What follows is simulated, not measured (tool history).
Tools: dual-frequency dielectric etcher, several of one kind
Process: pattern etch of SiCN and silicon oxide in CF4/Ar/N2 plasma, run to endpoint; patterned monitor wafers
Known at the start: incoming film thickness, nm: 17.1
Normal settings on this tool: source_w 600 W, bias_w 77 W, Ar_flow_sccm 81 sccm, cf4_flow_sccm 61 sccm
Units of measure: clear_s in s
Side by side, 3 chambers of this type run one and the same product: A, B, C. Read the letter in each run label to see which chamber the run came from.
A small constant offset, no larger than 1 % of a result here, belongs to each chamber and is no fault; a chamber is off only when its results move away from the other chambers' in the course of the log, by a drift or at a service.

run 1A day=0.483 | source_w=600 bias_w=77 Ar_flow_sccm=81 cf4_flow_sccm=61 | clear_s=14.785
run 2C day=0.842 | source_w=600 bias_w=77 Ar_flow_sccm=81 cf4_flow_sccm=61 | clear_s=14.863
run 3B day=1.121 | source_w=600 bias_w=77 Ar_flow_sccm=81 cf4_flow_sccm=61 | clear_s=15.124
run 4A day=1.571 | source_w=600 bias_w=77 Ar_flow_sccm=81 cf4_flow_sccm=61 | clear_s=14.681
-- day=1.85 chamber A: wet clean of the chamber
run 5B day=1.892 | source_w=600 bias_w=77 Ar_flow_sccm=81 cf4_flow_sccm=61 | clear_s=15.078
run 6C day=2.154 | source_w=600 bias_w=77 Ar_flow_sccm=81 cf4_flow_sccm=61 | clear_s=14.847
run 7B day=2.671 | source_w=600 bias_w=77 Ar_flow_sccm=81 cf4_flow_sccm=61 | clear_s=15.054
run 8C day=3.05 | source_w=720 bias_w=93 Ar_flow_sccm=81 cf4_flow_sccm=61 | clear_s=11.932
run 9A day=3.3 | source_w=720 bias_w=93 Ar_flow_sccm=81 cf4_flow_sccm=61 | clear_s=11.777
run 10B day=3.6 | source_w=720 bias_w=93 Ar_flow_sccm=81 cf4_flow_sccm=61 | clear_s=11.918
run 11A day=4.012 | source_w=600 bias_w=77 Ar_flow_sccm=81 cf4_flow_sccm=61 | clear_s=14.838
run 12C day=4.367 | source_w=600 bias_w=77 Ar_flow_sccm=81 cf4_flow_sccm=61 | clear_s=14.767
run 13C day=4.892 | source_w=600 bias_w=77 Ar_flow_sccm=81 cf4_flow_sccm=61 | clear_s=14.635
run 14A day=5.15 | source_w=600 bias_w=77 Ar_flow_sccm=81 cf4_flow_sccm=61 | clear_s=14.771
run 15B day=5.546 | source_w=600 bias_w=77 Ar_flow_sccm=81 cf4_flow_sccm=61 | clear_s=14.943
run 16A day=6.033 | source_w=600 bias_w=77 Ar_flow_sccm=81 cf4_flow_sccm=61 | clear_s=14.833
run 17B day=6.425 | source_w=600 bias_w=77 Ar_flow_sccm=81 cf4_flow_sccm=61 | clear_s=15.01
run 18C day=6.788 | source_w=600 bias_w=77 Ar_flow_sccm=81 cf4_flow_sccm=61 | clear_s=14.544
run 19A day=7.179 | source_w=600 bias_w=77 Ar_flow_sccm=81 cf4_flow_sccm=61 | clear_s=14.836
run 20B day=7.558 | source_w=600 bias_w=77 Ar_flow_sccm=81 cf4_flow_sccm=61 | clear_s=15.203
run 21C day=7.888 | source_w=600 bias_w=77 Ar_flow_sccm=81 cf4_flow_sccm=61 | clear_s=14.29
run 22B day=8.233 | source_w=600 bias_w=77 Ar_flow_sccm=81 cf4_flow_sccm=61 | clear_s=15.056
run 23C day=8.467 | source_w=600 bias_w=77 Ar_flow_sccm=81 cf4_flow_sccm=61 | clear_s=14.224
run 24A day=8.9 | source_w=600 bias_w=77 Ar_flow_sccm=81 cf4_flow_sccm=61 | clear_s=14.781
run 25B day=9.183 | source_w=600 bias_w=77 Ar_flow_sccm=81 cf4_flow_sccm=61 | clear_s=15.019

The same settings go to every chamber for the next run, one line per chamber below. Forecast the results for each:
run 26A day=9.562 | source_w=600 bias_w=77 Ar_flow_sccm=81 cf4_flow_sccm=61 | clear_s=?
run 26B day=9.562 | source_w=600 bias_w=77 Ar_flow_sccm=81 cf4_flow_sccm=61 | clear_s=?
run 26C day=9.562 | source_w=600 bias_w=77 Ar_flow_sccm=81 cf4_flow_sccm=61 | clear_s=?

run=26A clear_s=14.804
run=26B clear_s=15.045
run=26C clear_s=14.095
